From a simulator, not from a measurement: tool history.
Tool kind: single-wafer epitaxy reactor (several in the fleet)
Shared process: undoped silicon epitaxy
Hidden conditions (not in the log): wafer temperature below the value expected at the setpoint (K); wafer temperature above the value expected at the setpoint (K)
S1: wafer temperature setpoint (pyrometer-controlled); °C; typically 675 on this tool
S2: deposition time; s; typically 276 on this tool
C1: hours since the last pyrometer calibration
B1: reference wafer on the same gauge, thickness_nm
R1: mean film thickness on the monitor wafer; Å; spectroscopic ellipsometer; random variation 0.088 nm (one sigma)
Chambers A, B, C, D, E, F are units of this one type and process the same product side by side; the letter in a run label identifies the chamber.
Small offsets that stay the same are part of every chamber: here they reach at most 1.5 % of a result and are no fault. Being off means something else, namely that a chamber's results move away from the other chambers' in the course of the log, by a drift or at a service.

run     day   S1   S2      C1      B1      R1
 1B   0.408  675  276  2168.8  78.801  783.39
      0.671  -- chamber B: pyrometer calibrated
 2D   0.792  675  276  2497.6  78.794  789.45
 3A   1.129  675  276  1014.4  78.772  787.27
 4E   1.525  675  276    38.5  78.781  786.98
 5F   1.879  675  276  1769.9  78.761  795.56
 6C    2.25  675  276  1918.1  78.735  789.26
 7E     2.7  675  276    66.7  78.763  785.72
 8C    3.05  675  276  1937.3  78.688  787.11
 9A   3.304  675  276  1066.6  78.709  787.63
10B   3.788  675  276    74.8  78.702  784.85
11F   4.142  661  328  1824.2  78.709   702.7
12D   4.508  661  328  2586.8  78.683  696.19
13F   4.979  661  328  1844.3   78.67  703.09
      5.017  -- chamber F: pyrometer calibrated
14C   5.225  661  328  1989.5  78.673  700.78
15A   5.442  661  328  1117.9  78.674  701.61
16E   5.675  661  328   138.1  78.654  696.88
17D   6.129  675  276  2625.7  78.664  787.21
18B   6.621  675  276   142.8  78.637  784.17
19D   6.838  675  276  2642.7  78.624  787.53
20E   7.212  675  276     175  78.631  784.21
21F   7.679  675  276    63.9  78.616  794.33
22C   8.021  675  276  2056.6  78.613  787.11
23A   8.442  675  276  1189.9  78.617  788.35
24B   8.771  675  276   194.4  78.605  784.09
25F   9.246  675  276   101.5  78.571  793.47
26E   9.546  675  276     231  78.563   784.2
27A   9.838  675  276  1223.4  78.551  786.99
28B  10.221  675  227   229.2   78.55     644
29C  10.708  675  227  2121.1  78.535  646.57
30D  11.088  675  227  2744.7  78.557  646.97
31F  11.383  675  227   152.8  78.519  652.68
     11.808  -- chamber D: pyrometer calibrated
32A  11.808  675  227  1270.7  78.521  647.53
33C  12.108  675  227  2154.7  78.495  646.31
34B  12.371  683  232   280.8  78.492  772.02
35E  12.821  683  232   309.6  78.465  774.84
36D  13.054  683  232      30  78.486  780.39
37D  13.442  683  232    39.3   78.46   781.7
38E  13.842  683  232   334.1  78.463   773.5
39C  14.208  683  232  2205.1  78.437   776.1

What goes on in this fleet: one chamber off, a drifting gauge, or nothing beyond the chambers' own small offsets? Name the chamber and the cause, if any.

Every chamber seems to shift together because the gauge that measures them all drifts; the chambers themselves are fine.
What lies behind it: gauge reads low (%) = 0.46.

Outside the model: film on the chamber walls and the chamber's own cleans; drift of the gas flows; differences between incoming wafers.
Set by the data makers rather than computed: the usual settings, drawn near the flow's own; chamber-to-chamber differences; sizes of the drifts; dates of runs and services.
